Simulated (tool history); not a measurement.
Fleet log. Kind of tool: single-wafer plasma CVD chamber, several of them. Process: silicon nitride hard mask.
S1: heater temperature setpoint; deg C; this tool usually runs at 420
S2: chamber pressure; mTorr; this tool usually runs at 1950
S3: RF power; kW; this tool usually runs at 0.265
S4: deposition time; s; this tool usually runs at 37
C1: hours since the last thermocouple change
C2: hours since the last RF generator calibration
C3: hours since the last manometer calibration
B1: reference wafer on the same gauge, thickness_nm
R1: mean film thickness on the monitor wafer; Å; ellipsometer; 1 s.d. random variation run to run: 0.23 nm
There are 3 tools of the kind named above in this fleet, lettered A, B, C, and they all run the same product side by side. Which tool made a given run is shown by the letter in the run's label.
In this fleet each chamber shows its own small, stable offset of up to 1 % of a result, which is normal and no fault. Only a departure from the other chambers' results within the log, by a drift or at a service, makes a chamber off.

run 1B hour=9.8 | S1=420 S2=1950 S3=0.265 S4=37 | C1=787.8 C2=22.6 C3=624 | B1=33.961 | R1=407.49
run 2A hour=20.2 | S1=420 S2=1950 S3=0.265 S4=37 | C1=778.7 C2=1763.4 C3=921.3 | B1=34.058 | R1=411.88
run 3C hour=25.5 | S1=420 S2=1950 S3=0.265 S4=37 | C1=474.3 C2=866 C3=2038.9 | B1=33.995 | R1=408.58
run 4B hour=36.3 | S1=420 S2=1950 S3=0.265 S4=37 | C1=814.3 C2=49.1 C3=650.5 | B1=33.973 | R1=408.29
run 5A hour=44.2 | S1=434 S2=1950 S3=0.305 S4=37 | C1=802.7 C2=1787.4 C3=945.3 | B1=33.94 | R1=448.2
run 6C hour=52.6 | S1=434 S2=1950 S3=0.305 S4=37 | C1=501.4 C2=893.1 C3=2066 | B1=33.965 | R1=449.89
run 7A hour=60.4 | S1=434 S2=1950 S3=0.305 S4=37 | C1=818.9 C2=1803.6 C3=961.5 | B1=33.999 | R1=450.39
run 8C hour=68 | S1=420 S2=1950 S3=0.265 S4=37 | C1=516.8 C2=908.5 C3=2081.4 | B1=34.007 | R1=409.31
run 9B hour=74.4 | S1=420 S2=1950 S3=0.265 S4=37 | C1=852.4 C2=87.2 C3=688.6 | B1=33.948 | R1=406.8
run 10A hour=82.2 | S1=420 S2=1950 S3=0.245 S4=42 | C1=840.7 C2=1825.4 C3=983.3 | B1=34.009 | R1=439.93
run 11B hour=91.8 | S1=420 S2=1950 S3=0.245 S4=42 | C1=869.8 C2=104.6 C3=706 | B1=33.965 | R1=437.82
run 12C hour=101.5 | S1=420 S2=1950 S3=0.245 S4=42 | C1=550.3 C2=942 C3=2114.9 | B1=34.008 | R1=443.54
run 13B hour=109 | S1=420 S2=1950 S3=0.265 S4=37 | C1=887 C2=121.8 C3=723.2 | B1=33.951 | R1=405.75
run 14A hour=114.2 | S1=420 S2=1950 S3=0.265 S4=37 | C1=872.7 C2=1857.4 C3=1015.3 | B1=34.025 | R1=411.93
run 15C hour=120 | S1=420 S2=1950 S3=0.265 S4=37 | C1=568.8 C2=960.5 C3=2133.4 | B1=33.988 | R1=408.8
run 16C hour=125.7 | S1=420 S2=1950 S3=0.265 S4=37 | C1=574.5 C2=966.2 C3=2139.1 | B1=34.034 | R1=411.2
run 17B hour=136.1 | S1=420 S2=1950 S3=0.265 S4=37 | C1=914.1 C2=148.9 C3=750.3 | B1=34.011 | R1=406.93
run 18A hour=142.7 | S1=420 S2=1950 S3=0.265 S4=37 | C1=901.2 C2=1885.9 C3=1043.8 | B1=33.947 | R1=413.07
run 19C hour=149.7 | S1=420 S2=1950 S3=0.265 S4=37 | C1=598.5 C2=990.2 C3=2163.1 | B1=34.015 | R1=409.2
run 20B hour=156.3 | S1=420 S2=1950 S3=0.265 S4=37 | C1=934.3 C2=169.1 C3=770.5 | B1=33.996 | R1=406.31
run 21A hour=166.8 | S1=420 S2=1950 S3=0.265 S4=37 | C1=925.3 C2=1910 C3=1067.9 | B1=34.013 | R1=411.73
run 22B hour=174.1 | S1=420 S2=1950 S3=0.265 S4=37 | C1=952.1 C2=186.9 C3=788.3 | B1=33.982 | R1=407.4
run 23C hour=179.5 | S1=420 S2=1950 S3=0.29 S4=34.1 | C1=628.3 C2=1020 C3=2192.9 | B1=34.027 | R1=397.18
run 24A hour=189.9 | S1=420 S2=1950 S3=0.29 S4=34.1 | C1=948.4 C2=1933.1 C3=1091 | B1=33.97 | R1=402.98
run 25A hour=200.1 | S1=420 S2=1950 S3=0.29 S4=34.1 | C1=958.6 C2=1943.3 C3=1101.2 | B1=33.988 | R1=406.8
run 26B hour=208.4 | S1=420 S2=1950 S3=0.265 S4=37 | C1=986.4 C2=221.2 C3=822.6 | B1=33.962 | R1=410.41
run 27C hour=213.2 | S1=420 S2=1950 S3=0.265 S4=37 | C1=662 C2=1053.7 C3=2226.6 | B1=34.018 | R1=410.7
run 28A hour=221.9 | S1=420 S2=1950 S3=0.265 S4=37 | C1=980.4 C2=1965.1 C3=1123 | B1=34 | R1=406.74
run 29C hour=228.3 | S1=420 S2=1950 S3=0.265 S4=37 | C1=677.1 C2=1068.8 C3=2241.7 | B1=34.012 | R1=407.7
run 30B hour=237.3 | S1=420 S2=1950 S3=0.265 S4=37 | C1=1015.3 C2=250.1 C3=851.5 | B1=33.994 | R1=410.47
-- hour=244.9 chamber A: capacitance manometer re-zeroed and calibrated
run 31A hour=247.2 | S1=406 S2=1950 S3=0.265 S4=37 | C1=1005.7 C2=1990.4 C3=2.3 | B1=34.023 | R1=409.23
run 32C hour=257.2 | S1=406 S2=1950 S3=0.265 S4=37 | C1=706 C2=1097.7 C3=2270.6 | B1=34.024 | R1=414.89
run 33B hour=266.5 | S1=406 S2=1950 S3=0.265 S4=37 | C1=1044.5 C2=279.3 C3=880.7 | B1=34.075 | R1=410.62
run 34A hour=273.5 | S1=420 S2=1950 S3=0.265 S4=37 | C1=1032 C2=2016.7 C3=28.6 | B1=33.939 | R1=406.51
run 35B hour=280.7 | S1=420 S2=1950 S3=0.265 S4=37 | C1=1058.7 C2=293.5 C3=894.9 | B1=33.979 | R1=405.73
run 36C hour=286.7 | S1=420 S2=1950 S3=0.265 S4=37 | C1=735.5 C2=1127.2 C3=2300.1 | B1=34.009 | R1=410.89
run 37C hour=296.1 | S1=420 S2=1950 S3=0.265 S4=37 | C1=744.9 C2=1136.6 C3=2309.5 | B1=33.956 | R1=409.88
run 38B hour=302.5 | S1=420 S2=1950 S3=0.265 S4=37 | C1=1080.5 C2=315.3 C3=916.7 | B1=33.971 | R1=406.87

Next, every chamber runs the same settings. What will each give?
run 39A hour=310.3 | S1=420 S2=1950 S3=0.265 S4=37 | R1=?
run 39B hour=310.3 | S1=420 S2=1950 S3=0.265 S4=37 | R1=?
run 39C hour=310.3 | S1=420 S2=1950 S3=0.265 S4=37 | R1=?

run=39A R1=409.16
run=39B R1=408.15
run=39C R1=409.32
